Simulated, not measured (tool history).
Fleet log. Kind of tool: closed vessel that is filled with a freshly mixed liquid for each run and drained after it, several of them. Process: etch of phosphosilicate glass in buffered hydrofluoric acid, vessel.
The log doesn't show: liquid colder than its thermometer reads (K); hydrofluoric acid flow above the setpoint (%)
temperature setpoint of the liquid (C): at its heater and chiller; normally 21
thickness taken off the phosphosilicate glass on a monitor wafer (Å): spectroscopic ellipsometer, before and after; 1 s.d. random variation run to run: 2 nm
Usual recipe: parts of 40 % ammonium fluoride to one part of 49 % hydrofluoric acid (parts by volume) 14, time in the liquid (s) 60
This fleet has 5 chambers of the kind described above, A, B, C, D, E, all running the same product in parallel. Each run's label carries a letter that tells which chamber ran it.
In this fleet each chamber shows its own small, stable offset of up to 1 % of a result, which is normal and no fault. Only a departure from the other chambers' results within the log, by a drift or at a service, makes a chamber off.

run   hour  temperature setpoint of the liquid (C)  parts of 40 % ammonium fluoride to one part of 49 % hydrofluoric acid (parts by volume)  time in the liquid (s)  hours since the thermometer was replaced  hours since the hydrofluoric acid flow meter was replaced  read-back film thickness of the phosphosilicate glass reference wafer, read on the same gauge (nm)  thickness taken off the phosphosilicate glass on a monitor wafer (Å)
 1A   10.8                                      21                                                                                       14                      60                                      2076                                                      206.5                                                                                               89.98                                                                3604.3
 2E   17.6                                      21                                                                                       14                      60                                    1818.8                                                     1111.4                                                                                              89.992                                                                3568.9
 3B   26.2                                      21                                                                                       14                      60                                     747.9                                                      302.7                                                                                              89.992                                                                3542.8
 4D   34.7                                      21                                                                                       14                      60                                     240.8                                                      456.1                                                                                               90.01                                                                3602.3
 5C   46.5                                      21                                                                                       14                      60                                     302.9                                                      202.6                                                                                              90.014                                                                3561.3
 6A   57.3                                      21                                                                                       14                      60                                    2122.5                                                        253                                                                                              89.996                                                                3564.7
 7E   69.1                                      21                                                                                       14                      60                                    1870.3                                                     1162.9                                                                                              90.001                                                                  3606
 8D   80.1                                      17                                                                                       14                      30                                     286.2                                                      501.5                                                                                              89.989                                                                  1441
 9B   89.5                                      17                                                                                       14                      30                                     811.2                                                        366                                                                                              90.014                                                                1411.1
      99.4  -- chamber B: thermometer replaced
10C  100.1                                      17                                                                                       14                      30                                     356.5                                                      256.2                                                                                               89.98                                                                1422.6
11E  108.9                                      17                                                                                       14                      30                                    1910.1                                                     1202.7                                                                                              90.001                                                                1423.7
12B  119.2                                      17                                                                                       14                      30                                      19.8                                                      395.7                                                                                              90.011                                                                1416.1
13A  125.3                                      21                                                                                       11                      75                                    2190.5                                                        321                                                                                              89.969                                                                5692.5
14C  135.4                                      21                                                                                       11                      75                                     391.8                                                      291.5                                                                                              89.986                                                                5562.8
15D  142.5                                      21                                                                                       11                      75                                     348.6                                                      563.9                                                                                              90.016                                                                5704.3
16D    149                                      21                                                                                       11                      75                                     355.1                                                      570.4                                                                                              90.018                                                                5723.5
17C  158.2                                      21                                                                                       11                      75                                     414.6                                                      314.3                                                                                              90.008                                                                5645.4
18A  163.6                                      21                                                                                       14                      60                                    2228.8                                                      359.3                                                                                              90.033                                                                3587.8
19B  170.3                                      21                                                                                       14                      60                                      70.9                                                      446.8                                                                                              90.005                                                                3558.5
20E    179                                      21                                                                                       14                      60                                    1980.2                                                     1272.8                                                                                              90.012                                                                3562.1
21A  184.4                                      21                                                                                       14                      60                                    2249.6                                                      380.1                                                                                              89.994                                                                3567.2
22C  195.8                                      25                                                                                       14                      30                                     452.2                                                      351.9                                                                                              89.987                                                                  2229
23B  202.1                                      25                                                                                       14                      30                                     102.7                                                      478.6                                                                                               90.01                                                                2255.9
24D  211.9                                      25                                                                                       14                      30                                       418                                                      633.3                                                                                              89.993                                                                2258.8
25E    218                                      25                                                                                       14                      30                                    2019.2                                                     1311.8                                                                                               90.01                                                                2210.6
26D  223.9                                      25                                                                                       14                      30                                       430                                                      645.3                                                                                               89.99                                                                2227.3
27E  232.4                                      21                                                                                       14                      60                                    2033.6                                                     1326.2                                                                                              89.967                                                                3578.4
28C  242.3                                      21                                                                                       14                      60                                     498.7                                                      398.4                                                                                              90.012                                                                3579.3
29A    250                                      21                                                                                       14                      60                                    2315.2                                                      445.7                                                                                              89.985                                                                3561.2
30B  258.1                                      21                                                                                       14                      60                                     158.7                                                      534.6                                                                                              89.996                                                                3569.5
31C  268.4                                      21                                                                                       14                      60                                     524.8                                                      424.5                                                                                              90.021                                                                3562.9
32D  279.9                                      21                                                                                       14                      60                                       486                                                      701.3                                                                                              90.003                                                                3592.4
33E  289.4                                      21                                                                                       14                      60                                    2090.6                                                     1383.2                                                                                              89.999                                                                3566.1
34B  294.9                                      21                                                                                       14                      60                                     195.5                                                      571.4                                                                                              89.998                                                                3571.6
35A  306.6                                      21                                                                                       11                      45                                    2371.8                                                      502.3                                                                                              89.978                                                                3374.7
36A  314.7                                      21                                                                                       11                      45                                    2379.9                                                      510.4                                                                                               90.01                                                                3417.9
37D  322.5                                      21                                                                                       11                      45                                     528.6                                                      743.9                                                                                              90.022                                                                3398.5
38E  332.3                                      21                                                                                       11                      45                                    2133.5                                                     1426.1                                                                                              89.986                                                                3354.4

Has any chamber moved away from the others, gradually or after a service, or does the common gauge drift, or do the chambers differ only by their own small steady offsets? State the chamber and the most likely cause if one applies.

Nothing is wrong: each chamber keeps only its own small, steady offset and the gauge holds still.
